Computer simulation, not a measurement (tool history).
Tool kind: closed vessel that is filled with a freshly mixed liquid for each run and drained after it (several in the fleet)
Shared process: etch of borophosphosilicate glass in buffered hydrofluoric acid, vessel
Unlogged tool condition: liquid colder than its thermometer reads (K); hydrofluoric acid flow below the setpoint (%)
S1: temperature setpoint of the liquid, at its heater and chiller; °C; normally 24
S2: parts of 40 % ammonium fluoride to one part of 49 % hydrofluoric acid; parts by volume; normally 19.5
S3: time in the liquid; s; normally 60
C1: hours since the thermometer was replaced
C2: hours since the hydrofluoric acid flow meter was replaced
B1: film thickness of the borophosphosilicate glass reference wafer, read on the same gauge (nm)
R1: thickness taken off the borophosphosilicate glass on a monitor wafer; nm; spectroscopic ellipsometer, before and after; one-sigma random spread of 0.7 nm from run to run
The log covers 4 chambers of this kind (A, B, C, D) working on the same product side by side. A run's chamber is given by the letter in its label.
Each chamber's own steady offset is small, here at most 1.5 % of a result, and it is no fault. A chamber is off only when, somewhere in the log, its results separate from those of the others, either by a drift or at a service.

Run 1D, hour 12.1: usual settings; C1 111.9; C2 468.8; B1 80.005. Result: R1 75.811 nm.
Run 2B, hour 23.6: usual settings; C1 856.8; C2 445.8; B1 80.01. Result: R1 76.57 nm.
Run 3C, hour 29.9: usual settings; C1 839.2; C2 879; B1 80.012. Result: R1 76.654 nm.
Run 4A, hour 36.7: usual settings; C1 1053.7; C2 660.7; B1 80.018. Result: R1 74.254 nm.
Run 5A, hour 46.1: usual settings but S1 20 °C, S2 16.5 parts by volume; C1 1063.1; C2 670.1; B1 79.994. Result: R1 70.559 nm.
Run 6B, hour 55.5: usual settings but S1 20 °C, S2 16.5 parts by volume; C1 888.7; C2 477.7; B1 80.005. Result: R1 71.984 nm.
Run 7D, hour 61.7: usual settings but S1 20 °C, S2 16.5 parts by volume; C1 161.5; C2 518.4; B1 80.023. Result: R1 72.763 nm.
Run 8C, hour 70.3: usual settings but S1 20 °C, S2 16.5 parts by volume; C1 879.6; C2 919.4; B1 79.985. Result: R1 70.428 nm.
Run 9D, hour 75.9: usual settings; C1 175.7; C2 532.6; B1 80.01. Result: R1 75.814 nm.
Run 10B, hour 87.1: usual settings; C1 920.3; C2 509.3; B1 79.998. Result: R1 74.738 nm.
Run 11C, hour 92.9: usual settings; C1 902.2; C2 942; B1 80.012. Result: R1 75.206 nm.
Run 12A, hour 101.2: usual settings; C1 1118.2; C2 725.2; B1 79.995. Result: R1 75.499 nm.
Run 13C, hour 113.3: usual settings; C1 922.6; C2 962.4; B1 79.996. Result: R1 74.522 nm.
Run 14A, hour 120.8: usual settings; C1 1137.8; C2 744.8; B1 79.983. Result: R1 75.245 nm.
Run 15D, hour 128.3: usual settings; C1 228.1; C2 585; B1 80.011. Result: R1 76.005 nm.
Run 16B, hour 137.5: usual settings; C1 970.7; C2 559.7; B1 80.005. Result: R1 71.469 nm.
Run 17B, hour 143: usual settings but S1 19.5 °C, S2 24.5 parts by volume; C1 976.2; C2 565.2; B1 79.997. Result: R1 46.64 nm.
Run 18D, hour 155.6: usual settings but S1 19.5 °C, S2 24.5 parts by volume; C1 255.4; C2 612.3; B1 79.997. Result: R1 50.148 nm.
Run 19C, hour 167.7: usual settings but S1 19.5 °C, S2 24.5 parts by volume; C1 977; C2 1016.8; B1 80.008. Result: R1 49.726 nm.
Run 20A, hour 180.1: usual settings but S1 19.5 °C, S2 24.5 parts by volume; C1 1197.1; C2 804.1; B1 80.034. Result: R1 50.256 nm.
Run 21D, hour 192.8: usual settings; C1 292.6; C2 649.5; B1 80.009. Result: R1 75.955 nm.
At hour 204: chamber B: hydrofluoric acid flow meter replaced.
Run 22C, hour 204.6: usual settings; C1 1013.9; C2 1053.7; B1 79.986. Result: R1 74.071 nm.
Run 23B, hour 216.5: usual settings; C1 1049.7; C2 12.6; B1 79.984. Result: R1 67.646 nm.
At hour 222.9: chamber A: hydrofluoric acid flow meter replaced.
Run 24A, hour 228.4: usual settings; C1 1245.4; C2 5.6; B1 79.975. Result: R1 74.239 nm.

Which is it: a chamber that has drifted or been left off by a service, a gauge drift common to all chambers, or only each chamber's usual small offset? If a chamber is off, name it and its likeliest cause.

One chamber, B, drifts off from the rest bit by bit.
Cause: liquid colder than its thermometer reads (K) = 2.52.

Here are 4 candidates for chamber B's next run, each the usual settings with a change, their results left as question marks. Which one brings its results back in line with what the others give on the usual settings?
Allowed miss from the other chambers' usual-settings mean, per result, to count as in line: R1 2.5 nm
Run 25B-1, hour 237.5: usual settings but S1 26.5 °C. Result: R1 ?.
Run 25B-2, hour 237.5: usual settings but S3 75 s. Result: R1 ?.
Run 25B-3, hour 237.5: usual settings but S1 20 °C. Result: R1 ?.
Run 25B-4, hour 237.5: usual settings but S1 23.5 °C, S2 20 parts by volume, S3 55 s. Result: R1 ?.

Average result of the remaining chambers running the usual settings: R1 75.126 nm
  run      R1
25B-1  75.151
25B-2  81.772
25B-3  52.174
25B-4  56.913
Change 25B-1 lands the chamber within the allowed miss of the other chambers.
